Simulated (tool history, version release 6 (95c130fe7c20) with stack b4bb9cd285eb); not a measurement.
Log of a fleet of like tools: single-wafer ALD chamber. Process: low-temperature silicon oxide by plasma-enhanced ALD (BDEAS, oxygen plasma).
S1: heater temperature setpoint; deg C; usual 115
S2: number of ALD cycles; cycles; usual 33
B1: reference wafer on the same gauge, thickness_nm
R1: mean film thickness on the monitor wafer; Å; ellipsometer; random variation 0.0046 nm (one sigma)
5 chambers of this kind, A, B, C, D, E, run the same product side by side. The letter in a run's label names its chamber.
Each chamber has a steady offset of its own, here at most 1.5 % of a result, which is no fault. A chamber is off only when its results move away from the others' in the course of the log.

run 1B hour=8.7 | S1=115 S2=33 | B1=3.7705 | R1=45.281
run 2E hour=16.8 | S1=115 S2=33 | B1=3.7705 | R1=46.082
run 3C hour=25.0 | S1=115 S2=33 | B1=3.7698 | R1=46.070
run 4A hour=32.3 | S1=115 S2=33 | B1=3.7692 | R1=45.651
run 5D hour=41.4 | S1=115 S2=33 | B1=3.7675 | R1=45.622
run 6E hour=54.4 | S1=115 S2=33 | B1=3.7676 | R1=46.051
run 7A hour=63.5 | S1=121 S2=29 | B1=3.7677 | R1=39.605
run 8D hour=75.7 | S1=121 S2=29 | B1=3.7655 | R1=39.568
run 9B hour=84.3 | S1=121 S2=29 | B1=3.7657 | R1=39.297
run 10C hour=92.8 | S1=121 S2=29 | B1=3.7657 | R1=39.971
run 11D hour=103.5 | S1=121 S2=29 | B1=3.7646 | R1=39.591
run 12E hour=112.0 | S1=115 S2=33 | B1=3.7655 | R1=46.019
run 13A hour=125.3 | S1=115 S2=33 | B1=3.7648 | R1=45.567
run 14B hour=135.7 | S1=115 S2=33 | B1=3.7635 | R1=45.158
run 15C hour=146.7 | S1=115 S2=33 | B1=3.7629 | R1=45.982
run 16A hour=159.8 | S1=115 S2=33 | B1=3.7621 | R1=45.561
run 17D hour=170.9 | S1=115 S2=33 | B1=3.7619 | R1=45.557
-- hour=179.7 chamber A: thermocouple changed; heater temperature recalibrated
run 18E hour=184.2 | S1=115 S2=33 | B1=3.7609 | R1=45.954
run 19B hour=193.5 | S1=115 S2=33 | B1=3.7610 | R1=45.170
run 20C hour=206.2 | S1=115 S2=33 | B1=3.7611 | R1=45.990
run 21C hour=217.5 | S1=115 S2=33 | B1=3.7601 | R1=45.996
run 22B hour=228.7 | S1=103 S2=27 | B1=3.7588 | R1=37.809
run 23D hour=234.7 | S1=103 S2=27 | B1=3.7594 | R1=38.021
run 24A hour=245.5 | S1=103 S2=27 | B1=3.7597 | R1=38.151
run 25E hour=258.0 | S1=103 S2=27 | B1=3.7588 | R1=38.404
run 26B hour=271.1 | S1=103 S2=27 | B1=3.7571 | R1=37.834
run 27C hour=283.9 | S1=115 S2=33 | B1=3.7565 | R1=45.989
run 28D hour=295.9 | S1=110 S2=29 | B1=3.7564 | R1=40.297
run 29E hour=305.2 | S1=110 S2=29 | B1=3.7567 | R1=40.628
run 30A hour=314.5 | S1=110 S2=29 | B1=3.7557 | R1=40.312
run 31C hour=324.5 | S1=110 S2=29 | B1=3.7548 | R1=40.844

Next, every chamber runs the same settings. What will each give?
run 32A hour=334.0 | S1=115 S2=33 | R1=?
run 32B hour=334.0 | S1=115 S2=33 | R1=?
run 32C hour=334.0 | S1=115 S2=33 | R1=?
run 32D hour=334.0 | S1=115 S2=33 | R1=?
run 32E hour=334.0 | S1=115 S2=33 | R1=?

run=32A R1=45.463
run=32B R1=45.131
run=32C R1=45.981
run=32D R1=45.436
run=32E R1=45.818

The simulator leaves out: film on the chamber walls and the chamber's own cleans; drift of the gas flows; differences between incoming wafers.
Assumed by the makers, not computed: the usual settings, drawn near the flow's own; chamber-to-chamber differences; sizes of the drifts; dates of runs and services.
